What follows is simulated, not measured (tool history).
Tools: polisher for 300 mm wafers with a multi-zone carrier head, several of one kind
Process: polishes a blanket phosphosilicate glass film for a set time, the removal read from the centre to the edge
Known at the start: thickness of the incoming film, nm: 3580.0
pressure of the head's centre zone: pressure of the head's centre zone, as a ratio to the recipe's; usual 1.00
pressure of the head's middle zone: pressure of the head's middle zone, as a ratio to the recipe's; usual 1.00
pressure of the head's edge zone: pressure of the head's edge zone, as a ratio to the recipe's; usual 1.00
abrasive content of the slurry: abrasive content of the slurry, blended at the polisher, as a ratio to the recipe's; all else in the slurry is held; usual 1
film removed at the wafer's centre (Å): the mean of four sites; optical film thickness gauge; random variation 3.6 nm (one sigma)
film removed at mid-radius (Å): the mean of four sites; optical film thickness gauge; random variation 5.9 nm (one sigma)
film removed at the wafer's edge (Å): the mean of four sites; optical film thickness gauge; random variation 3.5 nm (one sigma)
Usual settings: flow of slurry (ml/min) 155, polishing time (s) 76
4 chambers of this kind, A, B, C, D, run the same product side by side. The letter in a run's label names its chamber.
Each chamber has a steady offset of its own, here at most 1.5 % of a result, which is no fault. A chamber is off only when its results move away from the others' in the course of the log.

run   hour  flow of slurry (ml/min)  pressure of the head's centre zone  pressure of the head's middle zone  pressure of the head's edge zone  abrasive content of the slurry  polishing time (s)  film removed at the wafer's centre (Å)  film removed at mid-radius (Å)  film removed at the wafer's edge (Å)
       1.3  -- chamber A: worn pad replaced by a new one
       3.8  -- chamber A: edge zone pressure recalibrated
       7.5  -- chamber B: centre zone pressure recalibrated
 1A   12.0                      155                                1.00                                1.00                              1.00                               1                  76                                  5775.9                          5782.1                                5720.0
 2D   23.9                      155                                1.00                                1.00                              1.00                               1                  76                                  5835.8                          5760.6                                5803.8
      36.6  -- chamber D: centre zone pressure recalibrated
 3C   36.6                      155                                1.00                                1.00                              1.00                               1                  76                                  5851.8                          5757.7                                5805.1
 4B   44.0                      155                                1.00                                1.00                              1.00                               1                  76                                  5700.2                          5792.7                                5749.9
 5C   56.4                      110                                1.04                                1.00                              1.00                               1                  76                                  5629.3                          5298.4                                5530.5
      58.6  -- chamber C: worn pad replaced by a new one
 6A   63.0                      110                                1.04                                1.00                              1.00                               1                  76                                  5477.1                          5390.3                                5401.5
      67.3  -- chamber D: slurry nozzle cleaned
      67.8  -- chamber B: worn pad replaced by a new one
 7B   74.5                      110                                1.04                                1.00                              1.00                               1                  76                                  5481.5                          5413.8                                5433.6
      82.0  -- chamber D: worn pad replaced by a new one
 8D   87.1                      110                                1.04                                1.00                              1.00                               1                  76                                  5520.7                          5334.4                                5533.4
      88.6  -- chamber A: worn pad replaced by a new one
 9D   93.6                      155                                1.00                                1.00                              1.00                               1                  76                                  5730.7                          5744.3                                5823.7
10C   99.6                      155                                1.00                                1.00                              1.00                               1                  76                                  5844.2                          5754.4                                5813.5
11A  110.0                      155                                1.00                                1.00                              1.00                               1                  76                                  5670.8                          5781.9                                5699.6
12B  117.0                      155                                1.00                                1.00                              1.00                               1                  76                                  5737.7                          5663.1                                5681.8
13D  125.8                      155                                1.00                                1.00                              1.00                               1                  76                                  5794.0                          5689.3                                5779.4
14C  132.5                      155                                1.00                                1.00                              1.00                               1                  76                                  5864.4                          5833.4                                5901.1
     136.8  -- chamber C: worn pad replaced by a new one
15A  142.8                      155                                1.00                                1.00                              1.00                               1                  76                                  5625.8                          5829.9                                5634.3
16B  153.7                      155                                1.00                                1.00                              1.00                               1                  76                                  5694.3                          5688.8                                5718.0
     156.9  -- chamber B: worn pad replaced by a new one
     157.2  -- chamber B: slurry nozzle cleaned
17B  164.2                      155                                1.09                                1.00                              1.06                               1                  76                                  6278.7                          5737.8                                5818.5
     165.0  -- chamber C: slurry nozzle cleaned
     174.4  -- chamber D: worn pad replaced by a new one
18C  174.7                      155                                1.09                                1.00                              1.06                               1                  76                                  6403.5                          5837.9                                6067.0
     179.1  -- chamber A: worn pad replaced by a new one
19A  186.6                      155                                1.09                                1.00                              1.06                               1                  76                                  6235.2                          5647.6                                5875.1
20D  198.3                      155                                1.09                                1.00                              1.06                               1                  76                                  6280.0                          5727.8                                5957.0
21D  211.3                      155                                1.00                                1.00                              1.00                               1                  76                                  5714.3                          5690.7                                5797.5
     218.4  -- chamber C: worn pad replaced by a new one
22C  220.5                      155                                1.00                                1.00                              1.00                               1                  76                                  5834.1                          5644.0                                5897.6
23A  232.1                      155                                1.00                                1.00                              1.00                               1                  76                                  5546.8                          5785.6                                5697.3
24B  239.4                      155                                1.00                                1.00                              1.00                               1                  76                                  5785.8                          5806.3                                5690.9
     240.7  -- chamber B: worn pad replaced by a new one
25D  250.9                      155                                1.00                                0.95                              1.00                               1                  76                                  5764.7                          5457.4                                5815.1
     262.2  -- chamber A: worn pad replaced by a new one
26C  262.4                      155                                1.00                                0.95                              1.00                               1                  76                                  5839.4                          5466.8                                5825.6
27B  269.3                      155                                1.00                                0.95                              1.00                               1                  76                                  5762.3                          5489.3                                5707.0
     270.9  -- chamber A: slurry nozzle cleaned
     276.4  -- chamber B: edge zone pressure recalibrated
     276.4  -- chamber D: worn pad replaced by a new one
28A  281.6                      155                                1.00                                0.95                              1.00                               1                  76                                  5495.6                          5402.2                                5772.9
29A  288.1                      155                                1.00                                1.00                              1.00                               1                  76                                  5548.7                          5800.1                                5731.0
     298.0  -- chamber C: worn pad replaced by a new one
30B  301.0                      115                                1.00                                1.05                              1.00                               1                  76                                  5368.4                          5661.7                                5487.8
31D  307.1                      115                                1.00                                1.05                              1.00                               1                  76                                  5323.2                          5516.6                                5543.4
32C  317.6                      115                                1.00                                1.05                              1.00                               1                  76                                  5392.6                          5597.5                                5555.8
33D  324.2                      115                                1.00                                1.05                              1.00                               1                  76                                  5380.0                          5645.1                                5515.1
     330.9  -- chamber B: worn pad replaced by a new one
34B  333.0                      155                                1.00                                0.94                              1.00                               1                  76                                  5664.8                          5325.8                                5749.0
     333.7  -- chamber A: worn pad replaced by a new one
35C  339.0                      155                                1.00                                0.94                              1.00                               1                  76                                  5837.5                          5477.6                                5868.7
36A  346.7                      155                                1.00                                0.94                              1.00                               1                  76                                  5426.3                          5410.2                                5720.3
37B  353.9                      155                                1.00                                0.94                              1.00                               1                  76                                  5728.3                          5434.9                                5669.1
38A  367.2                      155                                0.92                                0.92                              1.00                               1                  76                                  4933.2                          5281.3                                5755.9
     371.7  -- chamber D: centre zone pressure recalibrated
     376.6  -- chamber C: worn pad replaced by a new one
39C  379.1                      155                                0.92                                0.92                              1.00                               1                  76                                  5294.9                          5303.4                                5787.1
40D  387.2                      155                                0.92                                0.92                              1.00                               1                  76                                  5239.4                          5280.7                                5863.2
41A  396.4                      155                                0.92                                0.92                              1.00                               1                  76                                  4868.6                          5495.8                                5713.9
42B  406.4                      155                                1.00                                1.00                              1.00                               1                  76                                  5769.7                          5804.6                                5726.7
43C  413.6                      155                                1.00                                1.00                              1.00                               1                  76                                  5872.8                          5711.2                                5880.8

Next, every chamber runs the same settings. What will each give?
44A  423.2                      155                                0.94                                1.00                              1.00                               1                  76                                       ?                               ?                                     ?
44B  423.2                      155                                0.94                                1.00                              1.00                               1                  76                                       ?                               ?                                     ?
44C  423.2                      155                                0.94                                1.00                              1.00                               1                  76                                       ?                               ?                                     ?
44D  423.2                      155                                0.94                                1.00                              1.00                               1                  76                                       ?                               ?                                     ?

run  film removed at the wafer's centre (Å)  film removed at mid-radius (Å)  film removed at the wafer's edge (Å)
44A                                  4942.0                          5699.8                                5712.5
44B                                  5397.7                          5817.5                                5715.4
44C                                  5443.6                          5704.9                                5778.9
44D                                  5411.9                          5835.6                                5768.0
